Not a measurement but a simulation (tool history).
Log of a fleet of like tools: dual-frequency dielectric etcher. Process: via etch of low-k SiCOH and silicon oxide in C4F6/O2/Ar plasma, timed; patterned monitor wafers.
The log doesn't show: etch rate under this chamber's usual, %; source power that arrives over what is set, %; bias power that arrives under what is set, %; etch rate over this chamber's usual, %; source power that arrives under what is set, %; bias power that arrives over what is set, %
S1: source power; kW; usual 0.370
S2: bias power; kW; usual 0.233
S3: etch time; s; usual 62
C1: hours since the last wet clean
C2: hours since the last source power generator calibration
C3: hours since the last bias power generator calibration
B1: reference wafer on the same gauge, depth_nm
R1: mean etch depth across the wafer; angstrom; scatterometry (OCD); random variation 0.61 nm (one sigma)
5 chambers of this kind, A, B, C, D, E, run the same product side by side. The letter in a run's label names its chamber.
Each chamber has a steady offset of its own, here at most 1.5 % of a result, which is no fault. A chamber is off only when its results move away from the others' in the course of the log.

| run | hour | S1 | S2 | S3 | C1 | C2 | C3 | B1 | R1 |
|---|---|---|---|---|---|---|---|---|---|
| 1D | 5.3 | 0.370 | 0.233 | 62 | 350.4 | 968.6 | 393.4 | 205.04 | 1828.2 |
| 2C | 12.9 | 0.370 | 0.233 | 62 | 133.4 | 744.7 | 3918.3 | 204.94 | 1810.3 |
| 3E | 18.3 | 0.370 | 0.233 | 62 | 138.2 | 167.3 | 1725.4 | 204.97 | 1820.6 |
| 4A | 26.3 | 0.370 | 0.233 | 62 | 422.6 | 1124.0 | 457.5 | 204.90 | 1834.5 |
| 5B | 30.4 | 0.370 | 0.233 | 62 | 345.0 | 2715.3 | 1021.7 | 205.04 | 1849.2 |
| 6C | 35.8 | 0.370 | 0.233 | 62 | 156.3 | 767.6 | 3941.2 | 205.00 | 1828.4 |
| 7A | 40.3 | 0.370 | 0.233 | 62 | 436.6 | 1138.0 | 471.5 | 205.01 | 1837.6 |
|  | 40.4 | chamber B: wet clean of the chamber |
| 8B | 46.2 | 0.370 | 0.233 | 62 | 5.9 | 2731.1 | 1037.5 | 205.04 | 1849.0 |
| 9D | 53.7 | 0.370 | 0.233 | 62 | 398.8 | 1017.0 | 441.8 | 205.11 | 1838.1 |
| 10E | 61.9 | 0.370 | 0.233 | 62 | 181.8 | 210.9 | 1769.0 | 205.20 | 1828.1 |
| 11C | 69.6 | 0.370 | 0.233 | 62 | 190.1 | 801.4 | 3975.0 | 205.03 | 1821.7 |
| 12A | 75.9 | 0.370 | 0.233 | 62 | 472.2 | 1173.6 | 507.1 | 205.06 | 1832.3 |
|  | 76.2 | chamber D: wet clean of the chamber |
| 13E | 81.3 | 0.370 | 0.233 | 62 | 201.2 | 230.3 | 1788.4 | 205.04 | 1825.9 |
| 14B | 87.7 | 0.370 | 0.233 | 62 | 47.4 | 2772.6 | 1079.0 | 205.11 | 1844.6 |
| 15D | 92.2 | 0.310 | 0.278 | 62 | 16.1 | 1055.5 | 480.3 | 205.01 | 1825.2 |
| 16C | 98.3 | 0.310 | 0.278 | 62 | 218.8 | 830.1 | 4003.7 | 205.00 | 1817.5 |
|  | 98.9 | chamber A: wet clean of the chamber |
| 17E | 105.5 | 0.310 | 0.278 | 62 | 225.4 | 254.5 | 1812.6 | 204.94 | 1808.3 |
| 18D | 109.7 | 0.310 | 0.278 | 62 | 33.6 | 1073.0 | 497.8 | 205.12 | 1821.7 |
| 19A | 115.9 | 0.310 | 0.278 | 62 | 17.1 | 1213.6 | 547.1 | 205.10 | 1769.5 |
| 20B | 120.6 | 0.370 | 0.233 | 62 | 80.3 | 2805.5 | 1111.9 | 205.02 | 1852.2 |
| 21D | 128.5 | 0.370 | 0.233 | 62 | 52.4 | 1091.8 | 516.6 | 204.79 | 1834.0 |
| 22B | 135.9 | 0.370 | 0.233 | 62 | 95.6 | 2820.8 | 1127.2 | 204.82 | 1843.0 |
| 23C | 142.5 | 0.370 | 0.254 | 62 | 263.0 | 874.3 | 4047.9 | 204.95 | 1879.2 |
| 24E | 148.0 | 0.370 | 0.254 | 62 | 267.9 | 297.0 | 1855.1 | 204.87 | 1880.6 |
| 25A | 155.2 | 0.370 | 0.254 | 62 | 56.4 | 1252.9 | 586.4 | 205.06 | 1829.1 |
| 26B | 159.5 | 0.370 | 0.254 | 62 | 119.2 | 2844.4 | 1150.8 | 204.91 | 1894.4 |
| 27A | 165.7 | 0.370 | 0.254 | 62 | 66.9 | 1263.4 | 596.9 | 205.14 | 1838.5 |
| 28E | 173.5 | 0.370 | 0.233 | 62 | 293.4 | 322.5 | 1880.6 | 205.01 | 1823.2 |
| 29D | 177.5 | 0.370 | 0.233 | 62 | 101.4 | 1140.8 | 565.6 | 205.11 | 1843.6 |
| 30C | 182.2 | 0.370 | 0.233 | 62 | 302.7 | 914.0 | 4087.6 | 204.98 | 1825.9 |
| 31B | 188.7 | 0.370 | 0.198 | 80 | 148.4 | 2873.6 | 1180.0 | 204.99 | 2262.0 |
| 32A | 193.2 | 0.370 | 0.198 | 80 | 94.4 | 1290.9 | 624.4 | 204.93 | 2184.0 |
| 33C | 197.4 | 0.370 | 0.198 | 80 | 317.9 | 929.2 | 4102.8 | 204.94 | 2229.2 |
| 34E | 204.0 | 0.370 | 0.198 | 80 | 323.9 | 353.0 | 1911.1 | 204.89 | 2240.8 |
| 35D | 212.2 | 0.370 | 0.198 | 80 | 136.1 | 1175.5 | 600.3 | 205.06 | 2243.0 |
| 36A | 220.7 | 0.370 | 0.233 | 62 | 121.9 | 1318.4 | 651.9 | 204.89 | 1786.6 |
| 37B | 228.3 | 0.370 | 0.233 | 62 | 188.0 | 2913.2 | 1219.6 | 205.17 | 1847.4 |
| 38D | 233.6 | 0.370 | 0.233 | 62 | 157.5 | 1196.9 | 621.7 | 205.00 | 1834.0 |
| 39E | 237.5 | 0.370 | 0.233 | 62 | 357.4 | 386.5 | 1944.6 | 204.98 | 1826.1 |
| 40C | 244.0 | 0.370 | 0.233 | 62 | 364.5 | 975.8 | 4149.4 | 205.09 | 1823.5 |
| 41B | 250.4 | 0.370 | 0.233 | 62 | 210.1 | 2935.3 | 1241.7 | 205.08 | 1853.4 |
| 42D | 257.0 | 0.370 | 0.233 | 62 | 180.9 | 1220.3 | 645.1 | 204.90 | 1836.7 |

All 5 chambers run these settings next. Forecast each chamber's results:
| 43A | 263.4 | 0.370 | 0.233 | 70 |  |  |  |  | ? |
| 43B | 263.4 | 0.370 | 0.233 | 70 |  |  |  |  | ? |
| 43C | 263.4 | 0.370 | 0.233 | 70 |  |  |  |  | ? |
| 43D | 263.4 | 0.370 | 0.233 | 70 |  |  |  |  | ? |
| 43E | 263.4 | 0.370 | 0.233 | 70 |  |  |  |  | ? |

| run | R1 |
|---|---|
| 43A | 2006.1 |
| 43B | 2099.1 |
| 43C | 2055.1 |
| 43D | 2071.6 |
| 43E | 2066.2 |
